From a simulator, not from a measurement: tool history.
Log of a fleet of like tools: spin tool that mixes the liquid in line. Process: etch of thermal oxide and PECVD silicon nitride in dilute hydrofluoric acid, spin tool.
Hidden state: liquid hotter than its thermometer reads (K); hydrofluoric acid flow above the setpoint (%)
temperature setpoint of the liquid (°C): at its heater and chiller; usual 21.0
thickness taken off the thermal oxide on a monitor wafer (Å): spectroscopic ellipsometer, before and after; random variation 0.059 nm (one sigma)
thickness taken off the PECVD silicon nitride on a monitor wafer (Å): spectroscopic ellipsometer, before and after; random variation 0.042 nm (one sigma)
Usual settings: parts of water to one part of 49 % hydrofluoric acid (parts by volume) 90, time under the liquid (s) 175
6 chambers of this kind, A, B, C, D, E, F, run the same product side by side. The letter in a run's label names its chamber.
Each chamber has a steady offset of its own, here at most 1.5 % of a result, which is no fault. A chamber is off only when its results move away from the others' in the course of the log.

run	day	temperature setpoint of the liquid (°C)	parts of water to one part of 49 % hydrofluoric acid (parts by volume)	time under the liquid (s)	hours since the thermometer was replaced	hours since the hydrofluoric acid flow meter was replaced	read-back film thickness of the thermal oxide reference wafer, read on the same gauge (nm)	read-back film thickness of the PECVD silicon nitride reference wafer, read on the same gauge (nm)	thickness taken off the thermal oxide on a monitor wafer (Å)	thickness taken off the PECVD silicon nitride on a monitor wafer (Å)
1A	0.525	21.0	90	175	953.3	1741.8	89.998	59.990	87.111	79.666
2B	1.062	21.0	90	175	1904.5	1524.5	89.997	60.036	85.572	79.941
3F	1.496	21.0	90	175	219.2	552.4	90.019	59.995	86.865	78.727
4D	1.892	21.0	90	175	358.6	1270.6	90.019	59.990	86.750	78.777
5E	2.333	21.0	90	175	440.2	604.2	90.018	59.972	87.718	79.476
6C	2.875	21.0	90	175	497.8	785.2	90.000	60.007	87.382	79.030
7B	3.325	25.5	90	175	1958.8	1578.8	89.988	59.996	103.980	107.870
8F	3.712	25.5	90	175	272.4	605.6	90.005	59.984	104.140	107.780
9A	4.250	25.5	90	175	1042.7	1831.2	89.993	59.991	105.040	109.150
10D	4.762	25.5	90	175	427.5	1339.5	90.007	60.020	103.090	105.810
11C	5.162	25.5	90	175	552.7	840.1	90.006	59.931	105.410	106.530
# day 5.438: chamber B: hydrofluoric acid flow meter replaced
12E	5.733	25.5	90	175	521.8	685.8	89.984	60.009	106.170	108.020
13F	6.021	21.0	90	175	327.8	661.0	90.015	60.000	86.055	79.643
14B	6.329	23.5	45	175	2030.9	21.4	89.981	60.009	197.210	181.420
# day 6.746: chamber B: thermometer replaced
15D	6.817	23.5	45	175	476.8	1388.8	90.019	59.991	204.490	183.130
16A	7.258	23.5	45	175	1114.9	1903.4	90.000	59.988	207.390	193.360
17E	7.550	23.5	45	175	565.4	729.4	89.982	60.046	204.860	187.360
18C	7.896	23.5	45	175	618.3	905.7	89.981	59.985	200.280	181.690
19D	8.204	23.5	45	175	510.1	1422.1	89.980	59.991	203.710	184.850
20B	8.629	21.0	90	175	45.2	76.6	90.004	59.982	85.303	79.054
21C	8.942	21.0	90	175	643.4	930.8	89.975	59.985	87.439	78.950
22E	9.267	21.0	90	175	606.6	770.6	90.006	59.993	87.051	79.434
# day 9.283: chamber A: hydrofluoric acid flow meter replaced
23A	9.667	21.0	90	175	1172.7	9.3	89.996	59.987	89.252	83.155
24F	10.208	21.0	90	175	428.3	761.5	90.008	59.976	87.325	79.914
25A	10.512	21.0	90	175	1193.0	29.6	89.997	59.987	89.874	84.162
26C	11.021	21.0	90	175	693.3	980.7	90.013	60.047	87.370	79.566
27F	11.383	21.0	90	175	456.5	789.7	90.002	59.946	86.688	80.192
28E	11.958	21.0	90	175	671.2	835.2	89.983	59.993	86.884	79.120
29D	12.233	26.0	120	175	606.8	1518.8	89.986	60.020	76.351	81.845
30B	12.696	26.0	120	175	142.8	174.2	89.999	60.030	75.835	82.958
31E	13.233	26.0	120	175	701.8	865.8	90.012	60.015	77.989	83.300
# day 13.238: chamber C: hydrofluoric acid flow meter replaced
32B	13.725	26.0	120	175	167.5	198.9	90.017	60.043	76.399	84.411
33F	14.288	26.0	120	175	526.2	859.4	89.999	59.964	75.933	82.427
34D	14.688	26.0	120	175	665.7	1577.7	89.994	60.007	75.962	82.216
35A	15.092	21.0	90	175	1302.9	139.5	89.999	60.006	90.882	86.910
36C	15.567	21.0	90	175	802.4	56.0	90.017	60.034	85.903	78.530

Is one chamber off against the others, does the gauge drift, or is nothing wrong? If a chamber is off, say which, and what the likeliest cause is.

Chamber A drifts away from the others.
Cause: liquid hotter than its thermometer reads (K) = 1.37.

Here are 4 candidates for chamber A's next run, each the usual settings with a change, their results left as question marks. Which one brings its results back in line with what the others give on the usual settings?
In line means no further than this from the other chambers' mean on the usual settings: thickness taken off the thermal oxide on a monitor wafer (Å) 2.100; thickness taken off the PECVD silicon nitride on a monitor wafer (Å) 1.500
37A-1	16.012	19.5	85	165					?	?
37A-2	16.012	20.5	90	175					?	?
37A-3	16.012	21.5	90	175					?	?
37A-4	16.012	22.5	95	185					?	?

The other chambers' mean on the usual settings: thickness taken off the thermal oxide on a monitor wafer (Å) 86.723; thickness taken off the PECVD silicon nitride on a monitor wafer (Å) 79.181
run	thickness taken off the thermal oxide on a monitor wafer (Å)	thickness taken off the PECVD silicon nitride on a monitor wafer (Å)
37A-1	85.817	78.731
37A-2	89.098	84.572
37A-3	92.855	90.560
37A-4	96.277	97.101
37A-1 brings the chamber back in line.
